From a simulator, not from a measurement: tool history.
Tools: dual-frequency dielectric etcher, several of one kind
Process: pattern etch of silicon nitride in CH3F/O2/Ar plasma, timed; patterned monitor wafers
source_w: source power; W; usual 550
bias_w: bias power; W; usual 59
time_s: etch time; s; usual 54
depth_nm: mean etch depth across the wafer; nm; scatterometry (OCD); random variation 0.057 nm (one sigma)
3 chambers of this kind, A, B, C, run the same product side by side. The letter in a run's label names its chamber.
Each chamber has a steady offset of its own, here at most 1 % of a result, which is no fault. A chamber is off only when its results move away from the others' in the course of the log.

run	hour	source_w	bias_w	time_s	hours since the last wet clean	hours since the last source power generator calibration	hours since the last bias power generator calibration	read-back reference wafer on the same gauge, depth_nm	depth_nm
1C	5.5	550	59	54	375.1	2755.7	2955.8	45.606	40.068
2A	13.9	550	59	54	429.7	1121.4	1520.4	45.614	40.32
# hour 18.1: chamber C: wet clean of the chamber
3B	22.5	550	59	54	156.7	2696.3	1750.3	45.628	39.915
4C	28.7	550	59	54	10.7	2778.9	2979	45.633	40.111
5A	38.6	550	59	54	454.4	1146.1	1545.1	45.632	40.268
6B	43.6	550	59	54	177.8	2717.4	1771.4	45.66	39.899
7B	53	550	59	54	187.2	2726.8	1780.8	45.663	39.855
8C	60.1	550	59	54	42.1	2810.3	3010.4	45.678	40.207
9A	70.3	550	59	54	486.1	1177.8	1576.8	45.698	40.391
# hour 77.8: chamber A: wet clean of the chamber
10C	80.8	550	67	41	62.8	2831	3031.1	45.712	31.77
11A	89.3	550	67	41	11.5	1196.8	1595.8	45.709	31.883
12B	97.3	550	67	41	231.5	2771.1	1825.1	45.731	31.525
13B	105.3	550	59	54	239.5	2779.1	1833.1	45.729	39.963
14A	115.3	550	59	54	37.5	1222.8	1621.8	45.743	40.387
15C	122.6	550	59	54	104.6	2872.8	3072.9	45.748	40.2
16C	128.4	550	59	54	110.4	2878.6	3078.7	45.758	40.174
17B	137.3	670	59	54	271.5	2811.1	1865.1	45.782	43.139
18A	145	670	59	54	67.2	1252.5	1651.5	45.798	43.629
19A	155.4	670	59	54	77.6	1262.9	1661.9	45.781	43.694
20C	160.2	550	59	54	142.2	2910.4	3110.5	45.8	40.19
21B	168	550	59	54	302.2	2841.8	1895.8	45.805	39.958
22B	175.8	550	59	54	310	2849.6	1903.6	45.838	40.079
23C	183.1	550	59	54	165.1	2933.3	3133.4	45.835	40.221
24A	187.9	550	59	54	110.1	1295.4	1694.4	45.842	40.497
25A	194	550	59	54	116.2	1301.5	1700.5	45.858	40.322
26B	198.8	550	59	54	333	2872.6	1926.6	45.887	40.038

All 3 chambers run these settings next. Forecast each chamber's results:
27A	206.4	550	59	54					?
27B	206.4	550	59	54					?
27C	206.4	550	59	54					?

run	depth_nm
27A	40.444
27B	40.056
27C	40.293
